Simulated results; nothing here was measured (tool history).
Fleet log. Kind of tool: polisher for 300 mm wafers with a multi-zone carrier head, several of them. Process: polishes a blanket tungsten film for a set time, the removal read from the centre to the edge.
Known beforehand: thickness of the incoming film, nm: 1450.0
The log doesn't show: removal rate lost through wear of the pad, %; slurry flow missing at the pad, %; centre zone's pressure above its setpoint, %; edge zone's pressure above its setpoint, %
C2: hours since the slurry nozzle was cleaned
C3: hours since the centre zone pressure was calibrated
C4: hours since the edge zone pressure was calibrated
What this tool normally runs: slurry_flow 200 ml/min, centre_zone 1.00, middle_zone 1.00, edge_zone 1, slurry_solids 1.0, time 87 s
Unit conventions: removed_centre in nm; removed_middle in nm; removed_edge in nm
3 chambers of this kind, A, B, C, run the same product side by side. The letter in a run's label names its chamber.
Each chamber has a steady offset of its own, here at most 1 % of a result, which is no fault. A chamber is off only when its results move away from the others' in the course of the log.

run 1C hour=7.1 | slurry_flow=200 centre_zone=1.00 middle_zone=1.00 edge_zone=1 slurry_solids=1.0 time=87 | wafers_polished_on_this_pad=572 C2=84.2 C3=335.4 C4=384.2 | removed_centre=475.90 removed_middle=467.39 removed_edge=471.53
-- hour=9.6 chamber C: worn pad replaced by a new one
run 2B hour=14.6 | slurry_flow=200 centre_zone=1.00 middle_zone=1.00 edge_zone=1 slurry_solids=1.0 time=87 | wafers_polished_on_this_pad=416 C2=235.2 C3=159.7 C4=434.1 | removed_centre=473.80 removed_middle=470.82 removed_edge=472.25
run 3A hour=19.8 | slurry_flow=200 centre_zone=1.00 middle_zone=1.00 edge_zone=1 slurry_solids=1.0 time=87 | wafers_polished_on_this_pad=1024 C2=32.0 C3=737.0 C4=120.0 | removed_centre=486.14 removed_middle=474.90 removed_edge=477.53
run 4B hour=29.3 | slurry_flow=200 centre_zone=1.00 middle_zone=1.00 edge_zone=1 slurry_solids=1.0 time=87 | wafers_polished_on_this_pad=556 C2=249.9 C3=174.4 C4=448.8 | removed_centre=473.92 removed_middle=464.07 removed_edge=477.82
run 5C hour=38.3 | slurry_flow=200 centre_zone=1.00 middle_zone=1.00 edge_zone=1 slurry_solids=1.0 time=87 | wafers_polished_on_this_pad=274 C2=115.4 C3=366.6 C4=415.4 | removed_centre=471.41 removed_middle=470.32 removed_edge=469.07
run 6A hour=45.7 | slurry_flow=200 centre_zone=0.94 middle_zone=1.08 edge_zone=1 slurry_solids=1.0 time=87 | wafers_polished_on_this_pad=1271 C2=57.9 C3=762.9 C4=145.9 | removed_centre=456.93 removed_middle=511.99 removed_edge=477.89
run 7C hour=50.5 | slurry_flow=200 centre_zone=0.94 middle_zone=1.08 edge_zone=1 slurry_solids=1.0 time=87 | wafers_polished_on_this_pad=390 C2=127.6 C3=378.8 C4=427.6 | removed_centre=439.53 removed_middle=512.68 removed_edge=473.44
run 8B hour=55.7 | slurry_flow=200 centre_zone=0.94 middle_zone=1.08 edge_zone=1 slurry_solids=1.0 time=87 | wafers_polished_on_this_pad=808 C2=276.3 C3=200.8 C4=475.2 | removed_centre=445.24 removed_middle=500.82 removed_edge=479.58
-- hour=62.3 chamber A: centre zone pressure recalibrated
run 9A hour=62.5 | slurry_flow=200 centre_zone=1.00 middle_zone=1.00 edge_zone=1 slurry_solids=1.0 time=87 | wafers_polished_on_this_pad=1431 C2=74.7 C3=0.3 C4=162.7 | removed_centre=470.10 removed_middle=485.71 removed_edge=479.69
-- hour=66.6 chamber C: worn pad replaced by a new one
run 10C hour=68.1 | slurry_flow=200 centre_zone=1.00 middle_zone=1.00 edge_zone=1 slurry_solids=1.0 time=87 | wafers_polished_on_this_pad=14 C2=145.2 C3=396.4 C4=445.2 | removed_centre=475.90 removed_middle=473.65 removed_edge=472.73
-- hour=69.9 chamber B: edge zone pressure recalibrated
-- hour=71.4 chamber A: worn pad replaced by a new one
run 11B hour=76.9 | slurry_flow=200 centre_zone=1.00 middle_zone=1.00 edge_zone=1 slurry_solids=1.0 time=101 | wafers_polished_on_this_pad=1010 C2=297.5 C3=222.0 C4=7.0 | removed_centre=550.66 removed_middle=541.56 removed_edge=555.99
run 12A hour=86.3 | slurry_flow=200 centre_zone=1.00 middle_zone=1.00 edge_zone=1 slurry_solids=1.0 time=101 | wafers_polished_on_this_pad=142 C2=98.5 C3=24.1 C4=186.5 | removed_centre=563.37 removed_middle=566.33 removed_edge=552.11
run 13B hour=94.1 | slurry_flow=200 centre_zone=1.00 middle_zone=1.00 edge_zone=1 slurry_solids=1.0 time=101 | wafers_polished_on_this_pad=1174 C2=314.7 C3=239.2 C4=24.2 | removed_centre=534.20 removed_middle=531.03 removed_edge=543.79
run 14C hour=101.5 | slurry_flow=200 centre_zone=1.00 middle_zone=1.00 edge_zone=1 slurry_solids=1.0 time=87 | wafers_polished_on_this_pad=333 C2=178.6 C3=429.8 C4=478.6 | removed_centre=471.90 removed_middle=470.34 removed_edge=467.62
run 15A hour=107.8 | slurry_flow=200 centre_zone=1.00 middle_zone=1.00 edge_zone=1 slurry_solids=1.0 time=87 | wafers_polished_on_this_pad=347 C2=120.0 C3=45.6 C4=208.0 | removed_centre=477.96 removed_middle=476.16 removed_edge=485.35
run 16B hour=112.5 | slurry_flow=200 centre_zone=1.00 middle_zone=1.00 edge_zone=1 slurry_solids=1.0 time=87 | wafers_polished_on_this_pad=1349 C2=333.1 C3=257.6 C4=42.6 | removed_centre=460.38 removed_middle=456.12 removed_edge=466.47
run 17C hour=120.6 | slurry_flow=200 centre_zone=1.00 middle_zone=1.00 edge_zone=1 slurry_solids=1.0 time=87 | wafers_polished_on_this_pad=515 C2=197.7 C3=448.9 C4=497.7 | removed_centre=470.88 removed_middle=476.86 removed_edge=461.77
run 18A hour=126.9 | slurry_flow=200 centre_zone=1.00 middle_zone=1.00 edge_zone=1 slurry_solids=1.0 time=115 | wafers_polished_on_this_pad=529 C2=139.1 C3=64.7 C4=227.1 | removed_centre=633.50 removed_middle=626.08 removed_edge=633.24
-- hour=130.5 chamber C: worn pad replaced by a new one
run 19B hour=132.7 | slurry_flow=200 centre_zone=1.00 middle_zone=1.00 edge_zone=1 slurry_solids=1.0 time=115 | wafers_polished_on_this_pad=1542 C2=353.3 C3=277.8 C4=62.8 | removed_centre=598.35 removed_middle=616.38 removed_edge=609.22
run 20C hour=137.3 | slurry_flow=200 centre_zone=1.00 middle_zone=1.00 edge_zone=1 slurry_solids=1.0 time=115 | wafers_polished_on_this_pad=65 C2=214.4 C3=465.6 C4=514.4 | removed_centre=641.58 removed_middle=632.24 removed_edge=627.98
run 21A hour=145.8 | slurry_flow=200 centre_zone=1.00 middle_zone=1.00 edge_zone=1 slurry_solids=1.0 time=87 | wafers_polished_on_this_pad=709 C2=158.0 C3=83.6 C4=246.0 | removed_centre=476.52 removed_middle=477.65 removed_edge=477.05
run 22B hour=153.3 | slurry_flow=200 centre_zone=1.00 middle_zone=1.00 edge_zone=1 slurry_solids=1.0 time=87 | wafers_polished_on_this_pad=1738 C2=373.9 C3=298.4 C4=83.4 | removed_centre=449.80 removed_middle=455.20 removed_edge=465.26
run 23A hour=158.1 | slurry_flow=200 centre_zone=1.00 middle_zone=1.06 edge_zone=1 slurry_solids=1.0 time=87 | wafers_polished_on_this_pad=826 C2=170.3 C3=95.9 C4=258.3 | removed_centre=476.96 removed_middle=511.12 removed_edge=486.29
run 24C hour=164.0 | slurry_flow=200 centre_zone=1.00 middle_zone=1.06 edge_zone=1 slurry_solids=1.0 time=87 | wafers_polished_on_this_pad=319 C2=241.1 C3=492.3 C4=541.1 | removed_centre=469.94 removed_middle=488.99 removed_edge=466.22
run 25A hour=171.1 | slurry_flow=200 centre_zone=1.00 middle_zone=1.06 edge_zone=1 slurry_solids=1.0 time=87 | wafers_polished_on_this_pad=950 C2=183.3 C3=108.9 C4=271.3 | removed_centre=473.10 removed_middle=502.61 removed_edge=471.70
run 26C hour=177.2 | slurry_flow=200 centre_zone=1.00 middle_zone=1.00 edge_zone=1 slurry_solids=1.0 time=87 | wafers_polished_on_this_pad=445 C2=254.3 C3=505.5 C4=554.3 | removed_centre=486.57 removed_middle=456.96 removed_edge=468.14
run 27B hour=185.4 | slurry_flow=200 centre_zone=1.00 middle_zone=1.00 edge_zone=1 slurry_solids=1.0 time=87 | wafers_polished_on_this_pad=2044 C2=406.0 C3=330.5 C4=115.5 | removed_centre=445.34 removed_middle=445.11 removed_edge=448.02
run 28B hour=193.3 | slurry_flow=200 centre_zone=1.00 middle_zone=1.00 edge_zone=1 slurry_solids=1.0 time=87 | wafers_polished_on_this_pad=2119 C2=413.9 C3=338.4 C4=123.4 | removed_centre=442.20 removed_middle=453.09 removed_edge=447.41
-- hour=194.1 chamber C: worn pad replaced by a new one
run 29A hour=201.2 | slurry_flow=200 centre_zone=1.00 middle_zone=1.00 edge_zone=1 slurry_solids=1.0 time=87 | wafers_polished_on_this_pad=1237 C2=213.4 C3=139.0 C4=301.4 | removed_centre=481.46 removed_middle=484.37 removed_edge=479.83
-- hour=205.2 chamber A: slurry nozzle cleaned
run 30C hour=207.7 | slurry_flow=200 centre_zone=1.00 middle_zone=1.00 edge_zone=1 slurry_solids=1.0 time=87 | wafers_polished_on_this_pad=130 C2=284.8 C3=536.0 C4=584.8 | removed_centre=465.27 removed_middle=475.46 removed_edge=473.15
-- hour=209.3 chamber C: slurry nozzle cleaned
run 31B hour=212.2 | slurry_flow=200 centre_zone=1.00 middle_zone=1.00 edge_zone=1 slurry_solids=1.0 time=87 | wafers_polished_on_this_pad=2299 C2=432.8 C3=357.3 C4=142.3 | removed_centre=445.94 removed_middle=444.28 removed_edge=450.17
run 32C hour=220.0 | slurry_flow=200 centre_zone=1.00 middle_zone=1.00 edge_zone=1 slurry_solids=1.0 time=87 | wafers_polished_on_this_pad=247 C2=10.7 C3=548.3 C4=597.1 | removed_centre=463.52 removed_middle=473.79 removed_edge=468.83
run 33A hour=226.2 | slurry_flow=200 centre_zone=1.05 middle_zone=1.00 edge_zone=1 slurry_solids=0.8 time=87 | wafers_polished_on_this_pad=1475 C2=21.1 C3=164.0 C4=326.4 | removed_centre=479.65 removed_middle=460.79 removed_edge=459.71
-- hour=232.7 chamber A: worn pad replaced by a new one
run 34A hour=234.0 | slurry_flow=200 centre_zone=1.05 middle_zone=1.00 edge_zone=1 slurry_solids=0.8 time=87 | wafers_polished_on_this_pad=12 C2=28.9 C3=171.8 C4=334.2 | removed_centre=481.77 removed_middle=456.98 removed_edge=449.43
-- hour=235.0 chamber A: edge zone pressure recalibrated
run 35B hour=240.4 | slurry_flow=200 centre_zone=1.05 middle_zone=1.00 edge_zone=1 slurry_solids=0.8 time=87 | wafers_polished_on_this_pad=2568 C2=461.0 C3=385.5 C4=170.5 | removed_centre=439.95 removed_middle=414.00 removed_edge=415.12
-- hour=246.6 chamber C: worn pad replaced by a new one
run 36C hour=246.8 | slurry_flow=200 centre_zone=1.00 middle_zone=1.00 edge_zone=1 slurry_solids=1.0 time=87 | wafers_polished_on_this_pad=2 C2=37.5 C3=575.1 C4=623.9 | removed_centre=471.54 removed_middle=476.80 removed_edge=468.75
run 37C hour=254.3 | slurry_flow=200 centre_zone=1.00 middle_zone=1.10 edge_zone=1 slurry_solids=1.0 time=100 | wafers_polished_on_this_pad=73 C2=45.0 C3=582.6 C4=631.4 | removed_centre=539.48 removed_middle=594.83 removed_edge=538.53
run 38A hour=259.0 | slurry_flow=200 centre_zone=1.00 middle_zone=1.10 edge_zone=1 slurry_solids=1.0 time=100 | wafers_polished_on_this_pad=251 C2=53.9 C3=196.8 C4=24.1 | removed_centre=551.62 removed_middle=595.84 removed_edge=545.03
run 39B hour=265.6 | slurry_flow=200 centre_zone=1.00 middle_zone=1.10 edge_zone=1 slurry_solids=1.0 time=100 | wafers_polished_on_this_pad=2808 C2=486.2 C3=410.7 C4=195.7 | removed_centre=495.20 removed_middle=544.65 removed_edge=494.02
run 40A hour=270.3 | slurry_flow=200 centre_zone=1.00 middle_zone=1.00 edge_zone=1 slurry_solids=1.0 time=87 | wafers_polished_on_this_pad=358 C2=65.2 C3=208.1 C4=35.4 | removed_centre=477.49 removed_middle=486.87 removed_edge=474.55
run 41B hour=277.0 | slurry_flow=200 centre_zone=1.00 middle_zone=1.00 edge_zone=1 slurry_solids=1.0 time=87 | wafers_polished_on_this_pad=2917 C2=497.6 C3=422.1 C4=207.1 | removed_centre=425.29 removed_middle=420.02 removed_edge=428.15
run 42C hour=283.7 | slurry_flow=200 centre_zone=1.00 middle_zone=1.00 edge_zone=1 slurry_solids=1.0 time=87 | wafers_polished_on_this_pad=353 C2=74.4 C3=612.0 C4=660.8 | removed_centre=471.02 removed_middle=478.68 removed_edge=470.58
run 43B hour=291.7 | slurry_flow=200 centre_zone=1.06 middle_zone=1.00 edge_zone=1 slurry_solids=1.0 time=87 | wafers_polished_on_this_pad=3057 C2=512.3 C3=436.8 C4=221.8 | removed_centre=449.23 removed_middle=423.06 removed_edge=431.53
run 44C hour=297.1 | slurry_flow=200 centre_zone=1.06 middle_zone=1.00 edge_zone=1 slurry_solids=1.0 time=87 | wafers_polished_on_this_pad=481 C2=87.8 C3=625.4 C4=674.2 | removed_centre=498.82 removed_middle=473.73 removed_edge=462.94

Has any chamber moved away from the others, gradually or after a service, or does the common gauge drift, or do the chambers differ only by their own small steady offsets? State the chamber and the most likely cause if one applies.

One chamber, B, drifts off from the rest bit by bit.
Most likely cause: removal rate lost through wear of the pad, % = 10.6.
With only this log, it may be confused with: slurry flow missing at the pad, %.

Below are 4 candidate recipes for chamber B's next run, each the usual settings with a change, their results shown as question marks. Which of them brings B's results back in line with what the other chambers give on the usual settings?
To be in line, a result may differ from the other chambers' mean on the usual settings by at most: removed_centre 19.00 nm; removed_middle 21.00 nm; removed_edge 11.00 nm
run 45B-1 hour=304.0 | slurry_flow=195 centre_zone=1.00 middle_zone=0.98 edge_zone=1.00 slurry_solids=1.00 time=78 | removed_centre=? removed_middle=? removed_edge=?
run 45B-2 hour=304.0 | slurry_flow=190 centre_zone=0.99 middle_zone=0.96 edge_zone=1.01 slurry_solids=0.95 time=70 | removed_centre=? removed_middle=? removed_edge=?
run 45B-3 hour=304.0 | slurry_flow=205 centre_zone=1.00 middle_zone=1.02 edge_zone=1.00 slurry_solids=1.00 time=96 | removed_centre=? removed_middle=? removed_edge=?
run 45B-4 hour=304.0 | slurry_flow=210 centre_zone=1.01 middle_zone=1.04 edge_zone=0.99 slurry_solids=1.05 time=108 | removed_centre=? removed_middle=? removed_edge=?

Usual-settings mean across the other chambers: removed_centre 473.98 nm; removed_middle 476.14 nm; removed_edge 473.76 nm
run=45B-1 removed_centre=377.65 removed_middle=367.80 removed_edge=382.57
run=45B-2 removed_centre=329.69 removed_middle=318.71 removed_edge=340.04
run=45B-3 removed_centre=468.65 removed_middle=473.06 removed_edge=473.06
run=45B-4 removed_centre=541.31 removed_middle=550.03 removed_edge=536.83
The right change is 45B-3: it brings the chamber back within the allowed miss of the others.
